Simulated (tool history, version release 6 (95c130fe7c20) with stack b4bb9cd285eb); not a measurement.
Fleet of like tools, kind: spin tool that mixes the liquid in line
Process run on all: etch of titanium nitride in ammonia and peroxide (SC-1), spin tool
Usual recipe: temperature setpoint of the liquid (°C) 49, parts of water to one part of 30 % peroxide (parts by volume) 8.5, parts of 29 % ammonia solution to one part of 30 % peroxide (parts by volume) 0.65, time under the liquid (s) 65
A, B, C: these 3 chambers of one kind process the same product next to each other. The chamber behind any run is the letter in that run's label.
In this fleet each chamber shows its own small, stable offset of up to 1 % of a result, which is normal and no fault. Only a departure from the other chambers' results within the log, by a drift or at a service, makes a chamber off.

run	hour	temperature setpoint of the liquid (°C)	parts of water to one part of 30 % peroxide (parts by volume)	parts of 29 % ammonia solution to one part of 30 % peroxide (parts by volume)	time under the liquid (s)	read-back film thickness of the titanium nitride reference wafer, read on the same gauge (nm)	thickness taken off the titanium nitride on a monitor wafer (angstrom)
1A	14.9	49	8.5	0.65	65	99.96	48.367
2B	26.8	49	8.5	0.65	65	99.996	47.496
3C	37.7	49	8.5	0.65	65	100.02	47.27
4A	54	49	8.5	0.65	65	99.988	48.802
5C	62	49	8.5	0.65	65	99.979	48.012
6B	78	56.5	8.5	0.65	65	100	81.57
7A	91.5	56.5	8.5	0.65	65	100.04	80.145
8C	105.6	56.5	8.5	0.65	65	99.991	79.844
9B	113.2	49	8.5	0.65	65	100.01	47.951
10C	122.3	49	8.5	0.65	65	99.999	48.16
11B	131	49	8.5	0.65	65	99.97	47.542
12A	142.9	49	8.5	0.65	65	100.02	48.066
# hour 152.9: chamber A: new drum of ammonia solution connected
13C	154.2	49	8.5	0.65	65	100	48.492
14A	163.1	49	8.5	0.65	65	99.995	49.694
15B	175.8	49	8.5	0.65	65	99.99	46.954
16A	183.4	49	8.5	0.65	65	99.999	48.465
17C	195.9	49	10	0.65	65	99.987	44.184
18B	208.7	49	10	0.65	65	100.03	42.802
19C	217.2	49	10	0.65	65	99.999	44.045
20B	232.4	49	8.5	0.65	65	99.996	45.635
21A	248.7	49	7	0.65	90	100.03	73.473
22A	256.2	49	7	0.65	90	99.986	74.255
23B	267.4	49	7	0.65	90	99.977	69.33
24C	277.1	49	6	0.65	100	99.974	88.057
25C	288.5	49	6	0.65	100	100.02	86.708
26B	303.7	49	6	0.65	100	99.948	80.721
27A	318.7	49	8.5	0.65	65	99.998	48
28C	334.4	49	8.5	0.65	65	99.984	47.787
29A	348.7	49	8.5	0.65	65	100.02	48.031

Next, every chamber runs the same settings. What will each give?
30A	360.4	49	8.5	0.65	30		?
30B	360.4	49	8.5	0.65	30		?
30C	360.4	49	8.5	0.65	30		?

run	thickness taken off the titanium nitride on a monitor wafer (angstrom)
30A	22.647
30B	19.921
30C	22.194
